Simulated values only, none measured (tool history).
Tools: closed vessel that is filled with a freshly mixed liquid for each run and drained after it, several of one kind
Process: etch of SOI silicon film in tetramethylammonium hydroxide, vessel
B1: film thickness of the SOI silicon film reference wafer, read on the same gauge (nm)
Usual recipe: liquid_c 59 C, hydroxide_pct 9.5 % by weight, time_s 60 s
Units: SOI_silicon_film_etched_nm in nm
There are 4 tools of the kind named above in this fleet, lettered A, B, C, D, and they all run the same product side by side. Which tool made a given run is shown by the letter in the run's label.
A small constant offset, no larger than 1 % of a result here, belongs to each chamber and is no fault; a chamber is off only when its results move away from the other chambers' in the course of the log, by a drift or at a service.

run 1B hour=9.2 | liquid_c=59 hydroxide_pct=9.5 time_s=60 | B1=150 | SOI_silicon_film_etched_nm=235.25
run 2C hour=16.7 | liquid_c=59 hydroxide_pct=9.5 time_s=60 | B1=150.08 | SOI_silicon_film_etched_nm=234.4
run 3D hour=24.1 | liquid_c=59 hydroxide_pct=9.5 time_s=60 | B1=150.02 | SOI_silicon_film_etched_nm=228.34
run 4A hour=36.7 | liquid_c=59 hydroxide_pct=9.5 time_s=60 | B1=150.03 | SOI_silicon_film_etched_nm=229.36
run 5B hour=48 | liquid_c=59 hydroxide_pct=8.5 time_s=80 | B1=150.01 | SOI_silicon_film_etched_nm=326.03
run 6D hour=54.5 | liquid_c=59 hydroxide_pct=8.5 time_s=80 | B1=150.01 | SOI_silicon_film_etched_nm=318.79
run 7C hour=64.3 | liquid_c=59 hydroxide_pct=8.5 time_s=80 | B1=150 | SOI_silicon_film_etched_nm=324.07
run 8A hour=72.7 | liquid_c=59 hydroxide_pct=8.5 time_s=80 | B1=150 | SOI_silicon_film_etched_nm=313.94
run 9A hour=81.3 | liquid_c=59 hydroxide_pct=9.5 time_s=60 | B1=150.02 | SOI_silicon_film_etched_nm=231.94
run 10C hour=95.9 | liquid_c=59 hydroxide_pct=9.5 time_s=60 | B1=150.03 | SOI_silicon_film_etched_nm=232.35
run 11D hour=105.3 | liquid_c=59 hydroxide_pct=9.5 time_s=60 | B1=150.03 | SOI_silicon_film_etched_nm=230.38
run 12B hour=114.3 | liquid_c=59 hydroxide_pct=9.5 time_s=60 | B1=150.04 | SOI_silicon_film_etched_nm=230.5
-- hour=120.7 chamber C: hydroxide flow meter replaced
run 13B hour=123.1 | liquid_c=59 hydroxide_pct=9.5 time_s=60 | B1=149.97 | SOI_silicon_film_etched_nm=227.97
run 14A hour=137.8 | liquid_c=59 hydroxide_pct=9.5 time_s=60 | B1=149.95 | SOI_silicon_film_etched_nm=231.73
run 15D hour=152.6 | liquid_c=59 hydroxide_pct=9.5 time_s=60 | B1=149.99 | SOI_silicon_film_etched_nm=230.75
run 16C hour=160.6 | liquid_c=59 hydroxide_pct=9.5 time_s=60 | B1=150 | SOI_silicon_film_etched_nm=236.25
run 17D hour=171.4 | liquid_c=59 hydroxide_pct=9.5 time_s=60 | B1=149.97 | SOI_silicon_film_etched_nm=231.12
run 18B hour=184.9 | liquid_c=59 hydroxide_pct=9.5 time_s=60 | B1=149.99 | SOI_silicon_film_etched_nm=226.79
run 19A hour=196.6 | liquid_c=59 hydroxide_pct=9.5 time_s=60 | B1=149.98 | SOI_silicon_film_etched_nm=228.68
run 20C hour=206.5 | liquid_c=59 hydroxide_pct=9.5 time_s=60 | B1=149.99 | SOI_silicon_film_etched_nm=234.86
-- hour=207.4 chamber A: thermometer replaced
run 21A hour=217.2 | liquid_c=59 hydroxide_pct=9.5 time_s=60 | B1=150.02 | SOI_silicon_film_etched_nm=228.01
run 22B hour=224.2 | liquid_c=59 hydroxide_pct=9.5 time_s=60 | B1=150 | SOI_silicon_film_etched_nm=223.12
run 23D hour=237.4 | liquid_c=59 hydroxide_pct=9.5 time_s=60 | B1=150.04 | SOI_silicon_film_etched_nm=231.1
run 24C hour=245.6 | liquid_c=59 hydroxide_pct=9.5 time_s=60 | B1=149.99 | SOI_silicon_film_etched_nm=232.57
run 25B hour=257 | liquid_c=59 hydroxide_pct=12.5 time_s=60 | B1=150 | SOI_silicon_film_etched_nm=201.97
run 26D hour=266.4 | liquid_c=59 hydroxide_pct=12.5 time_s=60 | B1=150 | SOI_silicon_film_etched_nm=206.9
run 27C hour=274.2 | liquid_c=59 hydroxide_pct=12.5 time_s=60 | B1=150.03 | SOI_silicon_film_etched_nm=210.66
-- hour=281.2 chamber D: thermometer replaced
run 28A hour=282.1 | liquid_c=59 hydroxide_pct=12.5 time_s=60 | B1=150 | SOI_silicon_film_etched_nm=208.85
-- hour=287.3 chamber A: hydroxide flow meter replaced
run 29B hour=292.5 | liquid_c=59 hydroxide_pct=9.5 time_s=60 | B1=149.99 | SOI_silicon_film_etched_nm=218.55
run 30C hour=302.7 | liquid_c=59 hydroxide_pct=9.5 time_s=60 | B1=150.03 | SOI_silicon_film_etched_nm=233.64
run 31A hour=315.1 | liquid_c=59 hydroxide_pct=9.5 time_s=60 | B1=149.99 | SOI_silicon_film_etched_nm=232.84
run 32D hour=325.2 | liquid_c=59 hydroxide_pct=9.5 time_s=60 | B1=150.03 | SOI_silicon_film_etched_nm=227.73
run 33B hour=333.9 | liquid_c=59 hydroxide_pct=9.5 time_s=60 | B1=149.99 | SOI_silicon_film_etched_nm=219.21
run 34A hour=341.8 | liquid_c=59 hydroxide_pct=12 time_s=80 | B1=149.99 | SOI_silicon_film_etched_nm=286.24

For the next run the whole fleet of 4 chambers uses the same settings. Give each chamber's results:
run 35A hour=352.6 | liquid_c=59 hydroxide_pct=9.5 time_s=50 | SOI_silicon_film_etched_nm=?
run 35B hour=352.6 | liquid_c=59 hydroxide_pct=9.5 time_s=50 | SOI_silicon_film_etched_nm=?
run 35C hour=352.6 | liquid_c=59 hydroxide_pct=9.5 time_s=50 | SOI_silicon_film_etched_nm=?
run 35D hour=352.6 | liquid_c=59 hydroxide_pct=9.5 time_s=50 | SOI_silicon_film_etched_nm=?

run=35A SOI_silicon_film_etched_nm=191.09
run=35B SOI_silicon_film_etched_nm=177.75
run=35C SOI_silicon_film_etched_nm=194.06
run=35D SOI_silicon_film_etched_nm=193.17
